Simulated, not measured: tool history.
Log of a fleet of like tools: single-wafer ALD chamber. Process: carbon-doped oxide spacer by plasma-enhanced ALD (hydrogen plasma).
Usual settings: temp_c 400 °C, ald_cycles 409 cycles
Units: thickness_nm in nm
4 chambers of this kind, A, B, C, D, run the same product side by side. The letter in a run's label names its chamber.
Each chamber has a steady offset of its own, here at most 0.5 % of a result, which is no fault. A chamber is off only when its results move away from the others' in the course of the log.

run,hour,temp_c,ald_cycles,hours since the last thermocouple change,"read-back reference wafer on the same gauge, thickness_nm",thickness_nm
1A,9.6,400,409,1076.5,23.2,20.418
# hour 16.2: chamber C: thermocouple changed; heater temperature recalibrated
2B,17.3,400,409,1288.7,23.207,20.573
3C,25.2,400,409,9.1,23.224,20.482
4D,34.4,400,409,1132.1,23.213,20.536
5C,44.2,400,409,28.1,23.202,20.645
6D,56.2,400,409,1153.9,23.198,20.611
7B,61.7,400,409,1333.1,23.19,20.643
8A,71.9,400,464,1138.8,23.209,23.238
9A,80.9,400,464,1147.8,23.21,23.179
10C,86.8,400,464,70.7,23.197,23.403
11D,94.4,400,464,1192.1,23.21,23.234
12B,102.4,400,409,1373.8,23.215,20.591
13C,111.5,400,409,95.4,23.199,20.653
14D,123.7,400,409,1221.4,23.185,20.514
15A,129.7,400,409,1196.6,23.191,20.518
16B,137.1,400,409,1408.5,23.202,20.63
17B,144.8,400,409,1416.2,23.188,20.501
18A,152.9,400,409,1219.8,23.189,20.593
19D,162.6,400,409,1260.3,23.195,20.381
20C,167.9,400,409,151.8,23.172,20.633
21C,175.1,400,409,159,23.204,20.508
22A,186.5,400,409,1253.4,23.183,20.349
23B,196.8,400,409,1468.2,23.199,20.482
24D,207.9,412,459,1305.6,23.214,22.26
25A,214.6,412,459,1281.5,23.206,22.096
26B,226.8,412,459,1498.2,23.184,22.194
27D,233.3,412,459,1331,23.206,22.12
28C,240,400,409,223.9,23.166,20.502
29B,247.4,400,409,1518.8,23.18,20.59
30A,258.1,400,409,1325,23.194,20.465
31C,270.4,400,409,254.3,23.172,20.627
# hour 274: chamber A: thermocouple changed; heater temperature recalibrated
32D,278.5,400,409,1376.2,23.193,20.428
33C,283.9,388,409,267.8,23.213,20.487
34D,292.7,388,409,1390.4,23.181,20.313
35B,301.7,388,409,1573.1,23.195,20.418
36A,313.2,388,409,39.3,23.211,20.33
37D,323.3,400,409,1421,23.224,20.44
38C,334,400,409,317.9,23.193,20.542
39A,344.5,400,409,70.6,23.214,20.402
40B,354.2,400,409,1625.6,23.222,20.571
41A,364.5,400,409,90.6,23.211,20.561
42C,371.9,400,409,355.8,23.232,20.577

What goes on in this fleet: one chamber off, a drifting gauge, or nothing beyond the chambers' own small offsets? Name the chamber and the cause, if any.

No chamber stands off beyond its own small offset, and the gauge holds steady.
